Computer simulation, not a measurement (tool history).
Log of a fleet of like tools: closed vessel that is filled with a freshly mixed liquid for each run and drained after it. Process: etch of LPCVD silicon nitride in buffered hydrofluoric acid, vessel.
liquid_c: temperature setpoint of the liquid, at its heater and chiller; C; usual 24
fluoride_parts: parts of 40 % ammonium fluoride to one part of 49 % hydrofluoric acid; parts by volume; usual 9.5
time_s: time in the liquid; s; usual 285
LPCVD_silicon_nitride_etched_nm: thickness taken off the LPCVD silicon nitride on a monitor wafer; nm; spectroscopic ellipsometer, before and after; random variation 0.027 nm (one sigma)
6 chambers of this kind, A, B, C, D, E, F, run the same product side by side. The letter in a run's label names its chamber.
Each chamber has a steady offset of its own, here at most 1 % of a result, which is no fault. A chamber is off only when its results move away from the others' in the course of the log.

run	day	liquid_c	fluoride_parts	time_s	read-back film thickness of the LPCVD silicon nitride reference wafer, read on the same gauge (nm)	LPCVD_silicon_nitride_etched_nm
1F	0.212	24	9.5	285	110.00	4.7707
2A	0.417	24	9.5	285	110.02	4.7881
3D	0.596	24	9.5	285	109.98	4.8429
4C	0.746	24	9.5	285	110.00	4.8328
5E	0.946	24	9.5	285	110.02	4.8648
6B	1.092	24	9.5	285	109.99	4.8437
7B	1.283	24	9.5	285	109.99	4.8423
8A	1.458	24	9.5	285	110.00	4.8180
# day 1.571: chamber C: thermometer replaced
9E	1.642	24	9.5	285	109.98	4.8456
10D	1.925	24	9.5	285	109.99	4.8472
11C	2.150	24	9.5	285	110.00	4.7766
12F	2.375	24	9.5	285	110.01	4.7574
13F	2.575	24	9.5	285	110.01	4.8561
14A	2.900	24	9.5	285	110.02	4.8289
15D	3.192	24	9.5	285	110.00	4.8483
16B	3.504	24	11.0	285	110.01	4.2359
17C	3.788	24	11.0	285	109.97	4.2977
18E	3.938	24	11.0	285	110.01	4.2639
19C	4.104	24	11.0	285	109.98	4.2546
20A	4.362	24	11.0	285	110.03	4.2562
21F	4.675	24	11.0	285	110.01	4.2853
22E	4.833	24	9.5	285	110.00	4.8055
23B	5.050	24	9.5	285	109.99	4.7961
24D	5.208	24	9.5	285	109.99	4.8231
25A	5.446	24	9.5	285	109.98	4.8605
26C	5.688	24	9.5	285	110.00	4.8136
27D	5.829	24	9.5	285	109.98	4.8275
28B	6.067	24	9.5	285	110.02	4.7987
29F	6.254	24	5.5	190	109.99	5.5410
30E	6.529	24	5.5	190	109.99	5.3725
31A	6.800	24	5.5	190	110.03	5.3240
32F	7.104	24	5.5	190	109.98	5.5786
33B	7.271	24	5.5	190	110.01	5.3709
34D	7.433	24	5.5	190	110.00	5.4383
35E	7.633	24	9.5	285	109.99	4.8413
36C	7.808	24	9.5	285	110.01	4.8389
37A	8.121	24	9.5	285	109.98	4.8221
38E	8.312	24	9.5	285	110.01	4.8983
39C	8.621	24	9.5	285	109.99	4.7624
40F	8.933	24	9.5	285	109.97	4.9626
41B	9.096	28	9.5	285	110.00	6.0067
42D	9.325	28	9.5	285	109.98	5.9346

What goes on in this fleet: one chamber off, a drifting gauge, or nothing beyond the chambers' own small offsets? Name the chamber and the cause, if any.

Chamber F drifts away from the others.
Cause: liquid hotter than its thermometer reads (K) = 0.705.
The log may not tell that from: hydrofluoric acid flow above the setpoint (%).

Here are 4 candidates for chamber F's next run, each the usual settings with a change, their results left as question marks. Which one brings its results back in line with what the others give on the usual settings?
In line means no further than this from the other chambers' mean on the usual settings: LPCVD_silicon_nitride_etched_nm 0.0960 nm
43F-1	9.558	24.0	9.5	305		?
43F-2	9.558	24.0	9.5	265		?
43F-3	9.558	24.5	9.5	285		?
43F-4	9.558	23.5	9.5	285		?

The other chambers' mean on the usual settings: LPCVD_silicon_nitride_etched_nm 4.8308 nm
run	LPCVD_silicon_nitride_etched_nm
43F-1	5.3495
43F-2	4.6479
43F-3	5.1360
43F-4	4.8674
43F-4 brings the chamber back in line.
